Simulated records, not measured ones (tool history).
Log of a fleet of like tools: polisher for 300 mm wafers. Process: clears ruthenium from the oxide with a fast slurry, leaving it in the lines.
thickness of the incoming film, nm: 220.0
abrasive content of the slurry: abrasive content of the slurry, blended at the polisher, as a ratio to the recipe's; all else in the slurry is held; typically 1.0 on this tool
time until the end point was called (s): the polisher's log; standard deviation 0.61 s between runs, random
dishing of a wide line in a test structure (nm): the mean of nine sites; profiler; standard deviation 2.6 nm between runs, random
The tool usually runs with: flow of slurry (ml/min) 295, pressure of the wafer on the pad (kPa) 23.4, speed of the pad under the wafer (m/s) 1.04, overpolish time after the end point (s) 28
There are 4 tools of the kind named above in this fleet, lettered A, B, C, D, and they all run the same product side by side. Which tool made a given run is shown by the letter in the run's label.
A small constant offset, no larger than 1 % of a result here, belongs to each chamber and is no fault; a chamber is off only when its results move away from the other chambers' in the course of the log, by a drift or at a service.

run	hour	flow of slurry (ml/min)	pressure of the wafer on the pad (kPa)	speed of the pad under the wafer (m/s)	abrasive content of the slurry	overpolish time after the end point (s)	time until the end point was called (s)	dishing of a wide line in a test structure (nm)
# hour 6.7: chamber B: worn pad replaced by a new one
1D	8.3	295	23.4	1.04	1.0	28	37.516	110.990
# hour 12.8: chamber C: worn pad replaced by a new one
2A	14.5	295	23.4	1.04	1.0	28	36.106	112.670
3B	19.2	295	23.4	1.04	1.0	28	35.943	113.110
4C	24.4	295	23.4	1.04	1.0	28	35.681	111.280
# hour 27.0: chamber B: slurry nozzle cleaned
5D	31.6	295	23.4	1.04	1.0	28	36.454	113.780
# hour 33.4: chamber A: worn pad replaced by a new one
6B	37.0	295	23.4	1.04	1.0	28	36.701	108.200
7C	46.8	295	23.4	1.04	1.0	28	36.994	108.980
# hour 48.9: chamber C: worn pad replaced by a new one
# hour 49.0: chamber D: worn pad replaced by a new one
8A	55.9	295	23.4	1.04	1.0	28	36.301	111.930
9D	62.6	295	23.4	1.04	1.0	28	37.306	106.930
10B	70.5	295	23.4	1.04	1.0	28	35.763	113.050
11A	79.4	295	19.3	1.04	0.8	28	48.939	89.529
12C	87.4	295	19.3	1.04	0.8	28	50.145	89.714
# hour 93.1: chamber B: worn pad replaced by a new one
13B	94.5	295	19.3	1.04	0.8	28	49.558	88.267
# hour 94.9: chamber B: head pressure recalibrated
# hour 96.8: chamber C: worn pad replaced by a new one
14C	101.2	295	19.3	1.04	0.8	28	49.911	88.869
15D	108.5	295	23.4	1.04	1.0	28	36.979	108.840
# hour 111.9: chamber D: worn pad replaced by a new one
16A	116.8	295	23.4	1.04	1.0	28	37.226	107.400
# hour 118.9: chamber C: head pressure recalibrated
17C	124.5	295	23.4	1.04	1.0	28	38.001	110.940
18B	129.4	200	23.4	1.30	1.0	28	30.544	127.950
19D	135.5	200	23.4	1.30	1.0	28	29.914	125.730
# hour 136.6: chamber C: worn pad replaced by a new one
# hour 141.2: chamber A: worn pad replaced by a new one
20A	142.1	200	23.4	1.30	1.0	28	30.242	120.820
# hour 144.1: chamber C: slurry blender recalibrated
21C	148.7	200	23.4	1.30	1.0	28	30.427	132.310
22D	153.6	295	23.4	1.04	1.0	28	36.024	107.610
23A	158.2	295	23.4	1.04	1.0	28	37.243	113.770
24B	164.3	295	23.4	1.04	1.0	28	36.002	114.250
# hour 169.8: chamber D: worn pad replaced by a new one
25A	172.7	295	23.4	1.04	1.0	28	37.075	116.810
26B	178.4	295	23.4	1.04	1.0	28	36.769	107.150
# hour 181.8: chamber C: worn pad replaced by a new one
27C	185.9	225	23.4	1.04	0.8	28	41.962	101.460
28D	194.8	225	23.4	1.04	0.8	28	41.839	102.660

What goes on in this fleet: one chamber off, a drifting gauge, or nothing beyond the chambers' own small offsets? Name the chamber and the cause, if any.

No chamber is off and the gauge is stable; the differences are just each chamber's small, constant offset.
